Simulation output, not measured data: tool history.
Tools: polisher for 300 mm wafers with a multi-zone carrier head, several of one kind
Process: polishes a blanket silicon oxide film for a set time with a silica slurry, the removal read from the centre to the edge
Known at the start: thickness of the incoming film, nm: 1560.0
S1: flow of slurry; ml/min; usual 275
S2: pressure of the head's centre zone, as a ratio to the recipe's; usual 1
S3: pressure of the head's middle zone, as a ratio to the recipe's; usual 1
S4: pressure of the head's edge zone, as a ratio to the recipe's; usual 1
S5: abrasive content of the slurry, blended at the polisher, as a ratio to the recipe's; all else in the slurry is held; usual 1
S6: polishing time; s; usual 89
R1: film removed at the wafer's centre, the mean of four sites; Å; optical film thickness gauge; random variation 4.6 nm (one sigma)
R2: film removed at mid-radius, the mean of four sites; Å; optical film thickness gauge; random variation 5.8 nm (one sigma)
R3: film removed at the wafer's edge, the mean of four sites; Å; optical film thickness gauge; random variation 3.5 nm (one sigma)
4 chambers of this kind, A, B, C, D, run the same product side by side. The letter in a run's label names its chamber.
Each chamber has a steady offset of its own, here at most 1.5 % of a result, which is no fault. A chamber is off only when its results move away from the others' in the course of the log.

run	hour	S1	S2	S3	S4	S5	S6	R1	R2	R3
1D	10.8	275	1	1	1	1	89	4174.9	4117.3	4206.7
2C	16.5	275	1	1	1	1	89	4168.8	4195.3	4111.4
3A	27.2	275	1	1	1	1	89	4168.4	4133.9	4206.3
# hour 34.9: chamber D: slurry nozzle cleaned
4B	38.6	275	1	1	1	1	89	4160	4115.5	4214.9
5B	47.4	275	1	1	1	1	89	4211.5	4190.2	4173.4
6D	57	275	1	1	1.11	1	89	4173.1	4187.8	4484.9
# hour 60.2: chamber C: slurry nozzle cleaned
7C	65.2	275	1	1	1.11	1	89	4128.2	4010.7	4439.8
8A	73.4	275	1	1	1.11	1	89	4131.9	4275.8	4469.3
9C	84.3	275	1	1	1.11	1	89	4240.6	4160.5	4385.3
10A	95.4	275	1	1	1	1	89	4178.9	4285.7	4209.6
11B	103.5	275	1	1.08	1	1	108	5096.5	5360.8	5085.3
12D	112.3	275	1	1.08	1	1	108	5136.7	5354.9	5130.4
# hour 114.3: chamber A: slurry nozzle cleaned
13A	119.1	275	1	1.08	1	1	108	5055.8	5435.7	4966.3
14C	127.2	275	1	1.08	1	1	108	5077.2	5361.2	4987.3
# hour 134.1: chamber B: slurry nozzle cleaned
15D	136.1	205	1	1.11	1	1	89	4130.2	4514.7	4020
# hour 146: chamber A: worn pad replaced by a new one
16B	147.7	205	1	1.11	1	1	89	4097.5	4439.9	4056.7
# hour 152.3: chamber B: worn pad replaced by a new one
# hour 153.3: chamber D: worn pad replaced by a new one
# hour 156.5: chamber B: edge zone pressure recalibrated
17B	158	205	1	1.11	1	1	89	4059.3	4410.8	4047.5
18D	163.6	205	1	1.11	1	1	89	4031.6	4471.4	4027.5
19C	169.1	275	1	1	1	1	89	4243.4	4160.8	4131
20A	176.1	275	1	1	1	1	89	4205	4199.4	4180.5
# hour 177.8: chamber C: worn pad replaced by a new one
# hour 182.5: chamber C: centre zone pressure recalibrated
21D	186.7	275	1	1	1	1	89	4210	4152.5	4176.9
22B	197.4	275	1	1	1	1	89	4336.4	4234.2	4174.6
# hour 201.8: chamber D: centre zone pressure recalibrated
23C	207.1	275	1	1	1	1	89	4222.7	4185	4212.6
24A	218.5	275	1	1.06	1	1.1	89	4329.2	4680.1	4413.6
25C	223.8	275	1	1.06	1	1.1	89	4301.1	4664.2	4312.4
# hour 227: chamber A: centre zone pressure recalibrated
26B	229.4	275	1	1.06	1	1.1	89	4520.5	4646.2	4308.7
27A	237.8	275	1	1.06	1	1.1	89	4393	4729.1	4408.1
28D	246.6	275	1	1	1	1	89	4206.5	4143.1	4151.5
# hour 248.9: chamber D: edge zone pressure recalibrated
29A	255.9	275	1	1	1	1	89	4166.3	4258.2	4187.8
30B	267.1	275	1	1	1	1	89	4391	4188.7	4229.6
31C	273.7	275	1	1	1	1	89	4144.9	4099.6	4142.8
32D	284	275	1	1	1	1	89	4207.1	4157.5	4161
33D	292.6	275	1	1	1	1	89	4146.4	4119	4177.2
# hour 300: chamber A: worn pad replaced by a new one
34C	304	275	1	1	1	1	89	4156.3	4067.3	4171
# hour 308.6: chamber B: worn pad replaced by a new one
35B	314.3	275	1	1	1	1	89	4494.8	4165.6	4194.1
36A	320.9	275	1	1	1	1	89	4210.1	4158.5	4212.5
37A	328.7	275	1	1	1	1	89	4173.4	4323.9	4122.3
38B	338.9	275	1	1	1	1	89	4472.8	4140	4188.2
# hour 339.6: chamber D: slurry nozzle cleaned
39D	348.1	275	1	1	1	1	89	4246.9	4148.7	4174.2
40C	354.6	275	1	1	1	1	89	4167.6	4151.3	4171.2

What goes on in this fleet: one chamber off, a drifting gauge, or nothing beyond the chambers' own small offsets? Name the chamber and the cause, if any.

Chamber B drifts away from the others.
Cause: centre zone's pressure above its setpoint, % = 8.42.

Here are 4 candidates for chamber B's next run, each the usual settings with a change, their results left as question marks. Which one brings its results back in line with what the others give on the usual settings?
In line means no further than this from the other chambers' mean on the usual settings: R1 160 Å; R2 200 Å; R3 120 Å
41B-1	363.3	275	0.99	1	1.01	1	89	?	?	?
41B-2	363.3	275	1.01	1	0.99	1	89	?	?	?
41B-3	363.3	270	0.93	1.01	1.02	1	88	?	?	?
41B-4	363.3	280	1.07	0.99	0.98	1	90	?	?	?

The other chambers' mean on the usual settings: R1 4175.3 Å; R2 4161.7 Å; R3 4168.6 Å
run	R1	R2	R3
41B-1	4531.1	4175.3	4202.9
41B-2	4631.3	4174.9	4158.4
41B-3	4174.4	4160	4170.8
41B-4	4997.2	4189	4189.2
41B-3 brings the chamber back in line.
